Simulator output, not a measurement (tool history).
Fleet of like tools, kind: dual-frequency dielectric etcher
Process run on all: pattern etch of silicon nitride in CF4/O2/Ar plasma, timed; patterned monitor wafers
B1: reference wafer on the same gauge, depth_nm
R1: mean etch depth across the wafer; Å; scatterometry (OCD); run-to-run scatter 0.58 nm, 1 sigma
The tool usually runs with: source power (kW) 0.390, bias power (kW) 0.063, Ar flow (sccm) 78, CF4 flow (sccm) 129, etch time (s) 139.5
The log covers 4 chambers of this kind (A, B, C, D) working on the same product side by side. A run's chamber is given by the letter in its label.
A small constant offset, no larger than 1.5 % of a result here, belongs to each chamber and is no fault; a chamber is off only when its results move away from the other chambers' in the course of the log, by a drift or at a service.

run 1D hour=13.8 | source_power_(kW)=0.390 bias_power_(kW)=0.063 Ar_flow_(sccm)=78 CF4_flow_(sccm)=129 etch_time_(s)=139.5 | B1=254.15 | R1=2462.6
run 2B hour=26.9 | source_power_(kW)=0.390 bias_power_(kW)=0.063 Ar_flow_(sccm)=78 CF4_flow_(sccm)=129 etch_time_(s)=139.5 | B1=253.87 | R1=2427.4
run 3C hour=36.0 | source_power_(kW)=0.390 bias_power_(kW)=0.063 Ar_flow_(sccm)=78 CF4_flow_(sccm)=129 etch_time_(s)=139.5 | B1=254.04 | R1=2452.6
run 4A hour=42.6 | source_power_(kW)=0.390 bias_power_(kW)=0.063 Ar_flow_(sccm)=78 CF4_flow_(sccm)=129 etch_time_(s)=139.5 | B1=253.98 | R1=2438.8
run 5A hour=52.9 | source_power_(kW)=0.390 bias_power_(kW)=0.063 Ar_flow_(sccm)=84 CF4_flow_(sccm)=129 etch_time_(s)=109.0 | B1=254.08 | R1=1889.3
run 6C hour=66.3 | source_power_(kW)=0.390 bias_power_(kW)=0.063 Ar_flow_(sccm)=84 CF4_flow_(sccm)=129 etch_time_(s)=109.0 | B1=253.84 | R1=1913.2
run 7D hour=80.7 | source_power_(kW)=0.390 bias_power_(kW)=0.063 Ar_flow_(sccm)=84 CF4_flow_(sccm)=129 etch_time_(s)=109.0 | B1=254.04 | R1=1914.9
-- hour=94.7 chamber A: source power generator calibrated
run 8B hour=95.6 | source_power_(kW)=0.390 bias_power_(kW)=0.063 Ar_flow_(sccm)=84 CF4_flow_(sccm)=129 etch_time_(s)=109.0 | B1=253.91 | R1=1884.4
run 9A hour=103.3 | source_power_(kW)=0.390 bias_power_(kW)=0.063 Ar_flow_(sccm)=78 CF4_flow_(sccm)=129 etch_time_(s)=139.5 | B1=254.06 | R1=2452.2
run 10B hour=114.1 | source_power_(kW)=0.390 bias_power_(kW)=0.063 Ar_flow_(sccm)=78 CF4_flow_(sccm)=129 etch_time_(s)=139.5 | B1=253.90 | R1=2420.4
run 11D hour=123.5 | source_power_(kW)=0.390 bias_power_(kW)=0.063 Ar_flow_(sccm)=78 CF4_flow_(sccm)=129 etch_time_(s)=139.5 | B1=253.97 | R1=2465.6
run 12C hour=136.8 | source_power_(kW)=0.390 bias_power_(kW)=0.063 Ar_flow_(sccm)=78 CF4_flow_(sccm)=129 etch_time_(s)=139.5 | B1=253.87 | R1=2454.1
run 13C hour=151.1 | source_power_(kW)=0.390 bias_power_(kW)=0.063 Ar_flow_(sccm)=78 CF4_flow_(sccm)=129 etch_time_(s)=139.5 | B1=254.03 | R1=2450.6
run 14A hour=163.0 | source_power_(kW)=0.390 bias_power_(kW)=0.063 Ar_flow_(sccm)=78 CF4_flow_(sccm)=129 etch_time_(s)=139.5 | B1=253.95 | R1=2439.8
run 15B hour=171.3 | source_power_(kW)=0.390 bias_power_(kW)=0.063 Ar_flow_(sccm)=78 CF4_flow_(sccm)=129 etch_time_(s)=139.5 | B1=254.09 | R1=2421.9
run 16D hour=178.0 | source_power_(kW)=0.390 bias_power_(kW)=0.063 Ar_flow_(sccm)=78 CF4_flow_(sccm)=129 etch_time_(s)=139.5 | B1=254.07 | R1=2455.4
run 17B hour=191.8 | source_power_(kW)=0.390 bias_power_(kW)=0.063 Ar_flow_(sccm)=95 CF4_flow_(sccm)=129 etch_time_(s)=139.5 | B1=254.08 | R1=2382.2
run 18D hour=198.7 | source_power_(kW)=0.390 bias_power_(kW)=0.063 Ar_flow_(sccm)=95 CF4_flow_(sccm)=129 etch_time_(s)=139.5 | B1=253.91 | R1=2420.3
run 19A hour=210.3 | source_power_(kW)=0.390 bias_power_(kW)=0.063 Ar_flow_(sccm)=95 CF4_flow_(sccm)=129 etch_time_(s)=139.5 | B1=253.94 | R1=2390.6
run 20C hour=218.3 | source_power_(kW)=0.390 bias_power_(kW)=0.063 Ar_flow_(sccm)=95 CF4_flow_(sccm)=129 etch_time_(s)=139.5 | B1=254.01 | R1=2414.1
-- hour=231.7 chamber A: wet clean of the chamber
run 21D hour=232.2 | source_power_(kW)=0.390 bias_power_(kW)=0.070 Ar_flow_(sccm)=78 CF4_flow_(sccm)=129 etch_time_(s)=139.5 | B1=254.08 | R1=2566.7
run 22B hour=245.4 | source_power_(kW)=0.390 bias_power_(kW)=0.070 Ar_flow_(sccm)=78 CF4_flow_(sccm)=129 etch_time_(s)=139.5 | B1=254.02 | R1=2516.4
run 23A hour=252.0 | source_power_(kW)=0.390 bias_power_(kW)=0.070 Ar_flow_(sccm)=78 CF4_flow_(sccm)=129 etch_time_(s)=139.5 | B1=254.05 | R1=2545.2
-- hour=257.2 chamber B: wet clean of the chamber
run 24C hour=262.4 | source_power_(kW)=0.390 bias_power_(kW)=0.070 Ar_flow_(sccm)=78 CF4_flow_(sccm)=129 etch_time_(s)=139.5 | B1=253.98 | R1=2546.6
run 25A hour=274.4 | source_power_(kW)=0.390 bias_power_(kW)=0.063 Ar_flow_(sccm)=78 CF4_flow_(sccm)=129 etch_time_(s)=139.5 | B1=253.97 | R1=2447.9
run 26C hour=286.3 | source_power_(kW)=0.390 bias_power_(kW)=0.063 Ar_flow_(sccm)=78 CF4_flow_(sccm)=129 etch_time_(s)=139.5 | B1=253.99 | R1=2455.2
run 27D hour=292.9 | source_power_(kW)=0.390 bias_power_(kW)=0.063 Ar_flow_(sccm)=78 CF4_flow_(sccm)=129 etch_time_(s)=139.5 | B1=254.00 | R1=2457.4
run 28B hour=303.3 | source_power_(kW)=0.390 bias_power_(kW)=0.063 Ar_flow_(sccm)=78 CF4_flow_(sccm)=129 etch_time_(s)=139.5 | B1=253.95 | R1=2419.7

Predict what each chamber gives when all 4 of them run the settings below next.
run 29A hour=314.1 | source_power_(kW)=0.390 bias_power_(kW)=0.063 Ar_flow_(sccm)=78 CF4_flow_(sccm)=129 etch_time_(s)=139.5 | R1=?
run 29B hour=314.1 | source_power_(kW)=0.390 bias_power_(kW)=0.063 Ar_flow_(sccm)=78 CF4_flow_(sccm)=129 etch_time_(s)=139.5 | R1=?
run 29C hour=314.1 | source_power_(kW)=0.390 bias_power_(kW)=0.063 Ar_flow_(sccm)=78 CF4_flow_(sccm)=129 etch_time_(s)=139.5 | R1=?
run 29D hour=314.1 | source_power_(kW)=0.390 bias_power_(kW)=0.063 Ar_flow_(sccm)=78 CF4_flow_(sccm)=129 etch_time_(s)=139.5 | R1=?

run=29A R1=2438.8
run=29B R1=2437.8
run=29C R1=2449.5
run=29D R1=2460.2
